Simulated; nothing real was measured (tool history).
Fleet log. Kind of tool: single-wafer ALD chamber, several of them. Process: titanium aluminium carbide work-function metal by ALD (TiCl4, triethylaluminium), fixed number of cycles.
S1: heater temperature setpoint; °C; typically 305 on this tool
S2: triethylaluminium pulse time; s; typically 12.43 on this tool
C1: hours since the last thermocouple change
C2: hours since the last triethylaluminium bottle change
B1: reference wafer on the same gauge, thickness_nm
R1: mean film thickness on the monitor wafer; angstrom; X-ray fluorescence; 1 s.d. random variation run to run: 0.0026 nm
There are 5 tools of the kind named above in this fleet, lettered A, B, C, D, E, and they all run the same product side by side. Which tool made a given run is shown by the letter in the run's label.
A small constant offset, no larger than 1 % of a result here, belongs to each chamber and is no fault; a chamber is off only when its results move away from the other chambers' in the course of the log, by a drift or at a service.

{"run": "1C", "day": 0.275, "S1": 305, "S2": 12.43, "C1": 520.1, "C2": 789.5, "B1": 1.8896, "R1": 20.859}
{"run": "2E", "day": 0.558, "S1": 305, "S2": 12.43, "C1": 439.6, "C2": 390.9, "B1": 1.8889, "R1": 20.827}
{"run": "3A", "day": 0.833, "S1": 305, "S2": 12.43, "C1": 612.4, "C2": 395.5, "B1": 1.8896, "R1": 20.751}
{"run": "4B", "day": 1.017, "S1": 305, "S2": 12.43, "C1": 911.0, "C2": 93.5, "B1": 1.8885, "R1": 20.952}
{"run": "5D", "day": 1.217, "S1": 305, "S2": 12.43, "C1": 1879.3, "C2": 1477.5, "B1": 1.8889, "R1": 20.729}
{"run": "6B", "day": 1.483, "S1": 305, "S2": 12.43, "C1": 922.2, "C2": 104.7, "B1": 1.8885, "R1": 20.941}
{"run": "7A", "day": 1.688, "S1": 305, "S2": 12.43, "C1": 632.9, "C2": 416.0, "B1": 1.8885, "R1": 20.767}
{"run": "8C", "day": 1.888, "S1": 305, "S2": 12.43, "C1": 558.8, "C2": 828.2, "B1": 1.8878, "R1": 20.857}
{"run": "9E", "day": 2.15, "S1": 295, "S2": 16.43, "C1": 477.8, "C2": 429.1, "B1": 1.8885, "R1": 20.108}
{"run": "10D", "day": 2.45, "S1": 295, "S2": 16.43, "C1": 1908.9, "C2": 1507.1, "B1": 1.8874, "R1": 20.029}
{"run": "11B", "day": 2.625, "S1": 295, "S2": 16.43, "C1": 949.6, "C2": 132.1, "B1": 1.8866, "R1": 20.266}
{"run": "12E", "day": 2.933, "S1": 295, "S2": 16.43, "C1": 496.6, "C2": 447.9, "B1": 1.8868, "R1": 20.138}
{"run": "13A", "day": 3.233, "S1": 295, "S2": 16.43, "C1": 670.0, "C2": 453.1, "B1": 1.8867, "R1": 20.062}
{"run": "14D", "day": 3.442, "S1": 305, "S2": 12.43, "C1": 1932.7, "C2": 1530.9, "B1": 1.8863, "R1": 20.664}
{"run": "15C", "day": 3.617, "S1": 305, "S2": 12.43, "C1": 600.3, "C2": 869.7, "B1": 1.8863, "R1": 20.851}
{"run": "16C", "day": 3.888, "S1": 305, "S2": 12.43, "C1": 606.8, "C2": 876.2, "B1": 1.8858, "R1": 20.876}
{"day": 3.992, "done": "chamber C: triethylaluminium bottle replaced"}
{"run": "17A", "day": 4.075, "S1": 305, "S2": 12.43, "C1": 690.2, "C2": 473.3, "B1": 1.8863, "R1": 20.717}
{"run": "18E", "day": 4.271, "S1": 305, "S2": 12.43, "C1": 528.7, "C2": 480.0, "B1": 1.886, "R1": 20.793}
{"run": "19B", "day": 4.446, "S1": 305, "S2": 12.43, "C1": 993.3, "C2": 175.8, "B1": 1.8859, "R1": 20.951}
{"run": "20D", "day": 4.738, "S1": 315, "S2": 16.84, "C1": 1963.8, "C2": 1562.0, "B1": 1.8851, "R1": 21.803}
{"run": "21D", "day": 4.9, "S1": 315, "S2": 16.84, "C1": 1967.7, "C2": 1565.9, "B1": 1.8847, "R1": 21.795}
{"run": "22B", "day": 5.108, "S1": 315, "S2": 16.84, "C1": 1009.2, "C2": 191.7, "B1": 1.8847, "R1": 22.012}
{"run": "23A", "day": 5.329, "S1": 315, "S2": 16.84, "C1": 720.3, "C2": 503.4, "B1": 1.8845, "R1": 21.871}
{"run": "24E", "day": 5.617, "S1": 315, "S2": 16.84, "C1": 561.0, "C2": 512.3, "B1": 1.8844, "R1": 21.91}
{"run": "25C", "day": 5.775, "S1": 305, "S2": 12.43, "C1": 652.1, "C2": 42.9, "B1": 1.8843, "R1": 20.857}
{"run": "26E", "day": 6.054, "S1": 305, "S2": 12.43, "C1": 571.5, "C2": 522.8, "B1": 1.8842, "R1": 20.769}
{"run": "27D", "day": 6.221, "S1": 305, "S2": 12.43, "C1": 1999.4, "C2": 1597.6, "B1": 1.8842, "R1": 20.67}
{"day": 6.225, "done": "chamber A: triethylaluminium bottle replaced"}
{"run": "28C", "day": 6.404, "S1": 305, "S2": 12.43, "C1": 667.2, "C2": 58.0, "B1": 1.8834, "R1": 20.854}
{"run": "29B", "day": 6.667, "S1": 305, "S2": 12.43, "C1": 1046.6, "C2": 229.1, "B1": 1.8832, "R1": 20.849}
{"run": "30A", "day": 6.879, "S1": 305, "S2": 12.43, "C1": 757.5, "C2": 15.8, "B1": 1.8826, "R1": 20.714}
{"run": "31B", "day": 7.05, "S1": 293, "S2": 9.31, "C1": 1055.8, "C2": 238.3, "B1": 1.8831, "R1": 19.368}
{"run": "32C", "day": 7.271, "S1": 293, "S2": 9.31, "C1": 688.0, "C2": 78.8, "B1": 1.8837, "R1": 19.211}
{"run": "33E", "day": 7.521, "S1": 293, "S2": 9.31, "C1": 606.7, "C2": 558.0, "B1": 1.8829, "R1": 19.143}
{"run": "34D", "day": 7.746, "S1": 293, "S2": 9.31, "C1": 2036.0, "C2": 1634.2, "B1": 1.8832, "R1": 19.018}
{"run": "35A", "day": 7.942, "S1": 293, "S2": 9.31, "C1": 783.0, "C2": 41.3, "B1": 1.8823, "R1": 19.075}
{"run": "36A", "day": 8.108, "S1": 305, "S2": 12.43, "C1": 787.0, "C2": 45.3, "B1": 1.8815, "R1": 20.68}
{"run": "37D", "day": 8.358, "S1": 305, "S2": 12.43, "C1": 2050.7, "C2": 1648.9, "B1": 1.8821, "R1": 20.65}
{"run": "38C", "day": 8.521, "S1": 316, "S2": 14.9, "C1": 718.0, "C2": 108.8, "B1": 1.8813, "R1": 21.972}
{"run": "39B", "day": 8.829, "S1": 316, "S2": 14.9, "C1": 1098.5, "C2": 281.0, "B1": 1.882, "R1": 22.019}
{"run": "40E", "day": 9.012, "S1": 316, "S2": 14.9, "C1": 642.5, "C2": 593.8, "B1": 1.8808, "R1": 21.909}
{"run": "41A", "day": 9.154, "S1": 316, "S2": 14.9, "C1": 812.1, "C2": 70.4, "B1": 1.8807, "R1": 21.83}
{"run": "42E", "day": 9.404, "S1": 316, "S2": 14.9, "C1": 651.9, "C2": 603.2, "B1": 1.8803, "R1": 21.955}
{"run": "43D", "day": 9.646, "S1": 305, "S2": 12.43, "C1": 2081.6, "C2": 1679.8, "B1": 1.881, "R1": 20.639}
{"run": "44C", "day": 9.821, "S1": 305, "S2": 12.43, "C1": 749.2, "C2": 140.0, "B1": 1.8801, "R1": 20.776}

Is one chamber out of step, is the gauge drifting, or do the chambers differ by no more than their own small offsets? For an off chamber, give its letter and the likeliest cause.

It is the gauge, not a chamber: its drift shows up in every chamber's results at once, and no chamber is off.
Likeliest cause: gauge reads low (%) = 0.516.

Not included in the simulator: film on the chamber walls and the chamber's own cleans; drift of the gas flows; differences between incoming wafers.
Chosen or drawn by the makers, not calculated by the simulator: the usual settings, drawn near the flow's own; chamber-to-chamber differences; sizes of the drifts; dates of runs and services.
